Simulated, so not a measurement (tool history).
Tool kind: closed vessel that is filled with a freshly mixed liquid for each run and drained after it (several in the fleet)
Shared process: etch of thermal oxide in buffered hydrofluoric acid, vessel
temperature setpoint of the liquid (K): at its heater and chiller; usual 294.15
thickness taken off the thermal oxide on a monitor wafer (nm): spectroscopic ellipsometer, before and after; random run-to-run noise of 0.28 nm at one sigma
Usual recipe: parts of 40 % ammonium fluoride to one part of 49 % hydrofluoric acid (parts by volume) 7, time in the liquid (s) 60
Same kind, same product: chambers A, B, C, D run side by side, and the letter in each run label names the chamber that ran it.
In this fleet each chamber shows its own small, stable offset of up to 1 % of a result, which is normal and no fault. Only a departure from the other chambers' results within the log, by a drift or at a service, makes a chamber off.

run,hour,temperature setpoint of the liquid (K),parts of 40 % ammonium fluoride to one part of 49 % hydrofluoric acid (parts by volume),time in the liquid (s),hours since the thermometer was replaced,hours since the hydrofluoric acid flow meter was replaced,"read-back film thickness of the thermal oxide reference wafer, read on the same gauge (nm)",thickness taken off the thermal oxide on a monitor wafer (nm)
1B,4.3,294.15,7,60,95.1,956.4,150.01,80.963
2A,9.4,294.15,7,60,605.9,1453.5,150,81.217
3C,14.4,294.15,7,60,240.6,746.9,150,82.679
4D,19.9,294.15,7,60,1991.4,835.7,149.95,81.77
5C,23,294.15,7,60,249.2,755.5,150,82.194
6B,28.3,294.15,7,60,119.1,980.4,149.99,81.574
7D,32.7,294.15,7,30,2004.2,848.5,150,40.971
8A,38.1,294.15,7,30,634.6,1482.2,150,40.682
# hour 39.8: chamber A: thermometer replaced
9A,41.4,294.15,7,30,1.6,1485.5,150.03,40.783
10D,45.6,294.15,7,30,2017.1,861.4,150,40.901
11B,50.3,294.15,7,60,141.1,1002.4,149.99,80.946
12C,56,294.15,7,60,282.2,788.5,150.02,81.99
13C,59.8,294.15,7,60,286,792.3,149.99,82.419
14D,65.1,294.15,7,60,2036.6,880.9,150.02,81.578
15B,68.2,294.15,7,60,159,1020.3,149.98,81.702
16A,73.1,294.15,7,60,33.3,1517.2,149.99,80.813
17B,77.9,294.15,7,60,168.7,1030,150,81.336
18C,83.2,294.15,7,60,309.4,815.7,150.02,81.84
19A,87,294.15,7,60,47.2,1531.1,149.99,81.401
20D,90.3,294.15,7,60,2061.8,906.1,150.01,81.728
21C,93.6,294.15,7,60,319.8,826.1,150.01,82.022
22A,97,294.15,7,60,57.2,1541.1,150,81.209
23B,101.7,294.15,7,60,192.5,1053.8,150,80.949
24D,104.7,294.15,7,60,2076.2,920.5,150,81.475
25B,108.6,294.15,7,60,199.4,1060.7,149.96,81.209
26C,112.2,294.15,7,60,338.4,844.7,150.03,82.425
27D,116.2,294.15,7,60,2087.7,932,149.95,81.504
28A,119.8,294.15,7,60,80,1563.9,150.04,81.236
29D,124.7,294.15,7,60,2096.2,940.5,149.99,81.825
30A,129.1,294.15,7,40,89.3,1573.2,150.02,53.92
31C,133.8,294.15,7,40,360,866.3,149.97,54.841
32B,137.5,294.15,7,40,228.3,1089.6,150.02,53.946
33D,143.5,294.15,7,40,2115,959.3,150.01,54.041
34A,147.9,294.15,7,60,108.1,1592,149.96,80.989
35C,152,294.15,7,60,378.2,884.5,150,82.154
36B,157.3,294.15,7,60,248.1,1109.4,149.96,81.287
37C,161.8,294.15,7,60,388,894.3,150,81.664
38D,167.3,294.15,7,60,2138.8,983.1,150,81.931

One chamber off, gauge drift, or nothing amiss beyond the chambers' own small offsets? If it is a chamber, which one, and what is the likeliest cause?

Nothing is wrong: each chamber keeps only its own small, steady offset and the gauge holds still.
